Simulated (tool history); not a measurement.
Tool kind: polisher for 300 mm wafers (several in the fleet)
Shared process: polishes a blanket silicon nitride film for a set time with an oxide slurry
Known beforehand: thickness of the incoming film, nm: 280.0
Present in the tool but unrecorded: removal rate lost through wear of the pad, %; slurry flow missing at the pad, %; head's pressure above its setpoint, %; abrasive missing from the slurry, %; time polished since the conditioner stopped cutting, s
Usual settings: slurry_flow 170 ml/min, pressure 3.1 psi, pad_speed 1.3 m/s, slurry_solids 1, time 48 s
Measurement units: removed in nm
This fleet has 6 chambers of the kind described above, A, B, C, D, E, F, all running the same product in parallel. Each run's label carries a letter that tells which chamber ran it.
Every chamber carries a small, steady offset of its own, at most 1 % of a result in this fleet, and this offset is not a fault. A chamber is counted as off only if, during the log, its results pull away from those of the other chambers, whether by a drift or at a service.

run	hour	slurry_flow	pressure	pad_speed	slurry_solids	time	wafers polished on this pad	hours since the slurry nozzle was cleaned	hours since the head pressure was calibrated	hours since the slurry blender was calibrated	hours since the conditioning disc was replaced	removed
# hour 5.4: chamber A: conditioning disc replaced and pad reconditioned
1B	7.4	170	3.1	1.3	1	48	268	150.2	250.3	207.5	90.8	33.341
2A	14.6	170	3.1	1.3	1	48	691	511.3	583.3	25.8	9.3	33.263
# hour 15.9: chamber A: worn pad replaced by a new one
3C	22.5	170	3.1	1.3	1	48	630	249.3	1009.7	123.7	202.4	33.435
# hour 28: chamber C: worn pad replaced by a new one
4D	29.4	170	3.1	1.3	1	48	953	450.9	505	274	248.9	33.486
# hour 29.6: chamber F: worn pad replaced by a new one
# hour 33.7: chamber E: worn pad replaced by a new one
5E	35	170	3.1	1.3	1	48	19	167.8	553.8	140.1	265.2	33.27
# hour 38: chamber D: worn pad replaced by a new one
6F	40.5	170	3.1	1.3	1	48	154	459.4	225.2	113.9	139.4	33.028
# hour 43.1: chamber C: slurry nozzle cleaned
7B	45.9	170	3.1	1.3	1	48	807	188.7	288.8	246	129.3	32.748
# hour 49: chamber B: worn pad replaced by a new one
8E	52	170	3.1	1.3	1	48	257	184.8	570.8	157.1	282.2	32.882
# hour 55.7: chamber B: head pressure recalibrated
9D	57.5	170	3.1	1.3	1	48	274	479	533.1	302.1	277	33.15
# hour 57.6: chamber A: worn pad replaced by a new one
10A	63	170	3.1	1.3	1	48	76	559.7	631.7	74.2	57.7	33.434
# hour 66.2: chamber E: slurry nozzle cleaned
11C	66.9	170	3.1	1.3	1	48	545	23.9	1054.1	168.1	246.8	33.66
# hour 68.5: chamber D: slurry blender recalibrated
12F	73.9	170	3.1	1.3	1	48	621	492.8	258.6	147.3	172.8	32.588
# hour 79: chamber F: worn pad replaced by a new one
13B	80	170	3.1	1.3	1	48	435	222.8	24.3	280.1	163.4	32.795
14C	84.9	170	3.1	1.3	1	48	797	41.9	1072.1	186.1	264.8	32.898
# hour 88.2: chamber C: worn pad replaced by a new one
15A	91.4	170	3.1	1.3	1	48	474	588.1	660.1	102.6	86.1	33.066
# hour 94.5: chamber E: conditioning disc replaced and pad reconditioned
16E	97.7	170	3.1	1.3	1	48	897	31.5	616.5	202.8	3.2	33.575
# hour 100.2: chamber B: slurry nozzle cleaned
17F	102.5	170	3.1	1.3	1	48	330	521.4	287.2	175.9	201.4	33.655
# hour 102.6: chamber E: worn pad replaced by a new one
# hour 104: chamber A: worn pad replaced by a new one
18D	107.3	170	3.1	1.3	1	48	971	528.8	582.9	38.9	326.8	34.094
# hour 108.3: chamber C: slurry blender recalibrated
19C	114.3	170	3.1	1.3	1	48	366	71.3	1101.5	6.1	294.2	33.478
# hour 115.6: chamber D: worn pad replaced by a new one
20F	117.7	170	4	1.3	1	48	543	536.6	302.4	191.1	216.6	42.912
# hour 119.7: chamber D: slurry nozzle cleaned
21D	123.1	170	4	1.3	1	48	105	3.4	598.7	54.7	342.6	43.778
# hour 125.2: chamber B: worn pad replaced by a new one
22A	127.7	170	4	1.3	1	48	333	624.4	696.4	138.9	122.4	41.715
23B	133.9	170	4	1.3	1	48	121	33.7	78.2	334	217.3	43.551
# hour 134.8: chamber D: head pressure recalibrated
24E	141.6	170	4	1.3	1	48	546	75.4	660.4	246.7	47.1	43.221
# hour 144.1: chamber F: worn pad replaced by a new one
# hour 145.1: chamber C: worn pad replaced by a new one
25B	146.4	170	4	1.3	1	48	297	46.2	90.7	346.5	229.8	42.942
# hour 146.6: chamber A: worn pad replaced by a new one
# hour 148.1: chamber E: slurry blender recalibrated
# hour 150.2: chamber A: slurry nozzle cleaned
26E	151.6	170	3.1	1.3	1	48	686	85.4	670.4	3.6	57.1	32.633
# hour 152.2: chamber B: conditioning disc replaced and pad reconditioned
# hour 152.3: chamber F: slurry blender recalibrated
27C	156.8	170	3.1	1.3	1	48	164	113.8	1144	48.6	336.7	32.519
28A	162.4	170	3.1	1.3	1	48	222	12.3	731.1	173.6	157.1	32.446
# hour 163.5: chamber C: head pressure recalibrated
29D	166.2	170	3.1	1.3	1	48	709	46.5	31.5	97.8	385.7	33.192
30F	173.8	170	3.1	1.3	1	48	417	592.7	358.5	21.5	272.7	33.744
# hour 176.8: chamber E: worn pad replaced by a new one
31A	179.2	170	3.1	1.3	1	48	457	29.1	747.9	190.4	173.9	33.064
32F	185	170	3.1	1.3	1	48	573	603.9	369.7	32.7	283.9	33.133
# hour 187.8: chamber B: worn pad replaced by a new one
33B	190.3	115	3.1	1.3	1.15	48	35	90.1	134.6	390.4	38.1	33.319
# hour 197.3: chamber A: worn pad replaced by a new one
34C	198.2	115	3.1	1.3	1.15	48	744	155.2	34.8	90	378.1	32.798
# hour 200.5: chamber D: conditioning disc replaced and pad reconditioned
# hour 202.8: chamber D: worn pad replaced by a new one
35E	205.6	115	3.1	1.3	1.15	48	404	139.4	724.4	57.6	111.1	32.717
36D	209.7	115	3.1	1.3	1.15	48	97	90	75	141.3	9.3	32.991
37D	216.9	115	3.1	1.3	1.15	48	198	97.2	82.2	148.5	16.5	32.667
38A	220.8	115	3.1	1.3	1.15	48	330	70.7	789.5	232	215.5	32.842
39E	225.8	170	3.1	1.3	1	48	687	159.6	744.6	77.8	131.3	33.571
40B	232.9	170	3.1	1.3	1	48	632	132.7	177.2	433	80.7	33.208

Predict what each chamber gives when all 6 of them run the settings below next.
41A	238.6	170	3.1	1.3	1	48						?
41B	238.6	170	3.1	1.3	1	48						?
41C	238.6	170	3.1	1.3	1	48						?
41D	238.6	170	3.1	1.3	1	48						?
41E	238.6	170	3.1	1.3	1	48						?
41F	238.6	170	3.1	1.3	1	48						?

run	removed
41A	33.989
41B	33.031
41C	32.585
41D	33.23
41E	32.882
41F	33.679
